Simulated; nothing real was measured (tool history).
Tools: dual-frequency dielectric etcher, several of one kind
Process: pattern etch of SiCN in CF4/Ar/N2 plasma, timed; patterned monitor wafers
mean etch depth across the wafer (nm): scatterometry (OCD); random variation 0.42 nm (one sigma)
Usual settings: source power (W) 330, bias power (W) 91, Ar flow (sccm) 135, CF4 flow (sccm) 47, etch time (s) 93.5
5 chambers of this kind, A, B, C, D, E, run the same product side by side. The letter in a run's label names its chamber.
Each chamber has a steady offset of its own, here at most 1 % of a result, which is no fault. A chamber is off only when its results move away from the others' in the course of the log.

run	day	source power (W)	bias power (W)	Ar flow (sccm)	CF4 flow (sccm)	etch time (s)	read-back reference wafer on the same gauge, depth_nm	mean etch depth across the wafer (nm)
1A	0.521	330	91	135	47	93.5	67.618	60.619
2C	1.012	330	91	135	47	93.5	67.578	60.696
3B	1.296	330	91	135	47	93.5	67.677	61.04
4E	1.788	330	91	135	47	93.5	67.751	60.072
# day 1.938: chamber E: wet clean of the chamber
5D	2.042	330	91	135	47	93.5	67.637	60.949
6B	2.517	330	91	135	47	93.5	67.6	60.546
7D	2.783	330	91	135	47	93.5	67.578	60.193
8A	3.05	330	91	135	47	93.5	67.794	59.693
9E	3.517	330	91	135	47	93.5	67.713	60.45
10C	3.867	330	91	135	47	93.5	67.687	60.846
11A	4.179	330	91	135	47	93.5	67.706	60.603
12C	4.442	330	91	135	47	93.5	67.68	60.951
13B	4.979	330	91	135	47	93.5	67.729	60.043
14E	5.317	330	91	135	47	93.5	67.702	60.363
15D	5.612	330	91	135	47	93.5	67.784	59.806
16E	5.871	330	91	135	47	93.5	67.673	59.843
17A	6.296	330	91	135	47	93.5	67.72	60.309
18D	6.583	330	91	135	47	93.5	67.699	59.991
19C	7.033	330	91	135	47	93.5	67.708	60.65
# day 7.112: chamber A: wet clean of the chamber
20B	7.475	330	91	135	47	93.5	67.607	60.799
21C	7.792	330	91	135	47	93.5	67.645	60.829
22E	8.338	330	91	135	47	93.5	67.661	59.827
23B	8.717	330	91	135	47	93.5	67.721	60.595
24A	9.288	330	91	135	47	93.5	67.651	59.871
25D	9.808	330	91	135	47	93.5	67.784	60.726
26D	10.375	330	91	135	47	93.5	67.639	60.712
# day 10.388: chamber C: source power generator calibrated
# day 10.525: chamber E: CF4 flow controller replaced
27B	10.638	330	91	135	47	93.5	67.624	60.091
28E	11.096	330	91	135	47	93.5	67.662	60.456
29A	11.542	330	91	135	47	93.5	67.618	59.966
30C	12.058	330	91	135	47	93.5	67.83	58.311
31A	12.512	330	91	135	47	93.5	67.717	60.244
32C	12.879	330	91	135	41	93.5	67.618	57.094
# day 13.275: chamber D: wet clean of the chamber
33B	13.329	330	91	135	41	93.5	67.869	59.096
34E	13.742	330	91	135	41	93.5	67.817	58.626
35D	14.088	330	91	135	41	93.5	67.729	59.291
36E	14.654	330	91	135	41	93.5	67.61	58.763
37D	14.921	330	91	135	47	93.5	67.689	59.945
# day 15.183: chamber B: wet clean of the chamber
38A	15.375	270	91	135	47	109	67.663	59.541
39B	15.754	270	91	135	47	109	67.655	59.592
40C	16.029	270	91	135	47	109	67.749	57.471
41C	16.504	270	91	135	47	109	67.771	56.798

Next, every chamber runs the same settings. What will each give?
42A	16.925	330	91	135	47	93.5		?
42B	16.925	330	91	135	47	93.5		?
42C	16.925	330	91	135	47	93.5		?
42D	16.925	330	91	135	47	93.5		?
42E	16.925	330	91	135	47	93.5		?

run	mean etch depth across the wafer (nm)
42A	60.809
42B	60.686
42C	58.641
42D	60.307
42E	60.262
